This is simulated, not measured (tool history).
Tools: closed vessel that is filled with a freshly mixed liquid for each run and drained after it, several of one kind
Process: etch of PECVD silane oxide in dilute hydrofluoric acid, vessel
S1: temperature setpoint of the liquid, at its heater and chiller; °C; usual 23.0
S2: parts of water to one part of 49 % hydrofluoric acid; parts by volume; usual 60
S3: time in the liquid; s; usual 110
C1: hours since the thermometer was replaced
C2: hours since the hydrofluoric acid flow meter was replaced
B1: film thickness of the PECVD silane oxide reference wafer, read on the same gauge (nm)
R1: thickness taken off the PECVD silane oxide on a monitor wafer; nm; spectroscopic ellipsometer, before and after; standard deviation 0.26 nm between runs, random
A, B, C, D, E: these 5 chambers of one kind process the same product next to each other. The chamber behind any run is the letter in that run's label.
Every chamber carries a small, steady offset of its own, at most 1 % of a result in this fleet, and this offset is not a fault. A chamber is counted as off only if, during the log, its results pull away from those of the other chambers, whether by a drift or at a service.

run,hour,S1,S2,S3,C1,C2,B1,R1
1E,14.6,23.0,60,110,634.6,405.9,119.98,37.553
2B,28.4,23.0,60,110,978.7,483.3,119.98,37.726
3C,42.5,23.0,60,110,1504.1,494.0,120.00,37.686
4D,50.9,23.0,60,110,62.7,514.9,120.01,37.865
5A,64.8,23.0,60,110,1409.2,539.6,120.01,37.982
6B,75.6,23.0,60,110,1025.9,530.5,119.99,37.384
7C,83.5,23.0,60,110,1545.1,535.0,120.02,37.492
# hour 85.2: chamber B: thermometer replaced
# hour 90.4: chamber C: thermometer replaced
8E,92.1,23.0,60,110,712.1,483.4,119.98,37.734
9D,106.5,23.0,60,110,118.3,570.5,120.02,38.444
10A,119.7,23.0,60,110,1464.1,594.5,120.01,38.120
11C,127.9,23.0,60,110,37.6,579.4,120.00,37.879
12B,136.8,23.0,60,110,51.7,591.7,120.01,37.930
13A,149.3,21.0,60,165,1493.7,624.1,119.99,51.929
14E,162.3,21.0,60,165,782.3,553.6,120.00,51.984
15D,177.1,21.0,60,165,188.9,641.1,120.01,52.411
# hour 185.9: chamber D: hydrofluoric acid flow meter replaced
# hour 186.2: chamber A: hydrofluoric acid flow meter replaced
16A,187.4,21.0,60,165,1531.8,1.3,120.01,51.895
17C,194.5,21.0,60,165,104.2,646.0,119.97,51.793
18D,203.8,23.0,60,110,215.6,17.9,119.99,38.170
19B,218.1,18.5,60,160,133.0,673.0,120.00,44.824
20E,230.1,18.5,60,160,850.1,621.4,119.99,46.639
21D,241.4,18.5,60,160,253.2,55.5,120.02,45.190
22A,255.6,18.5,60,160,1600.0,69.5,120.01,44.430
23B,268.9,18.5,60,160,183.8,723.8,120.01,45.136
24C,276.0,23.0,60,110,185.7,727.5,119.97,37.815
25E,291.0,23.0,60,110,911.0,682.3,119.99,39.234
26D,300.9,23.0,60,110,312.7,115.0,120.01,37.482
27A,312.7,23.0,60,110,1657.1,126.6,120.00,37.485
28E,323.9,23.0,60,110,943.9,715.2,119.99,39.843
29B,331.5,23.0,60,110,246.4,786.4,120.00,37.656
30C,342.6,23.0,60,110,252.3,794.1,120.01,38.023
31C,356.9,23.0,60,110,266.6,808.4,119.99,37.144
32B,371.4,23.0,60,90,286.3,826.3,120.00,30.662
33E,379.7,23.0,60,90,999.7,771.0,120.00,32.948
34D,393.2,23.0,60,90,405.0,207.3,120.00,30.671
35A,400.5,23.0,60,90,1744.9,214.4,120.01,30.634
36D,413.6,23.0,60,90,425.4,227.7,120.00,31.125
37C,424.6,23.0,60,110,334.3,876.1,119.99,37.282
38B,436.1,23.0,60,110,351.0,891.0,119.98,37.378

Does one chamber stand apart from the rest, does the shared gauge drift, or is all well apart from small per-chamber offsets? Give the chamber and the most likely cause, where there is one.

Little by little, chamber E moves away from the other chambers.
What lies behind it: liquid hotter than its thermometer reads (K) = 1.89.
The log may not tell that from: hydrofluoric acid flow above the setpoint (%).

Below are 4 candidate recipes for chamber E's next run, each the usual settings with a change, their results shown as question marks. Which of them brings E's results back in line with what the other chambers give on the usual settings?
To be in line, a result may differ from the other chambers' mean on the usual settings by at most: R1 0.910 nm
39E-1,447.5,19.5,60,110,,,,?
39E-2,447.5,23.0,65,110,,,,?
39E-3,447.5,25.0,60,110,,,,?
39E-4,447.5,23.5,60,125,,,,?

On the usual settings, the other chambers give on average: R1 37.681 nm
run,R1
39E-1,35.352
39E-2,37.465
39E-3,44.352
39E-4,47.418
39E-2 puts the chamber back in line with the other chambers.
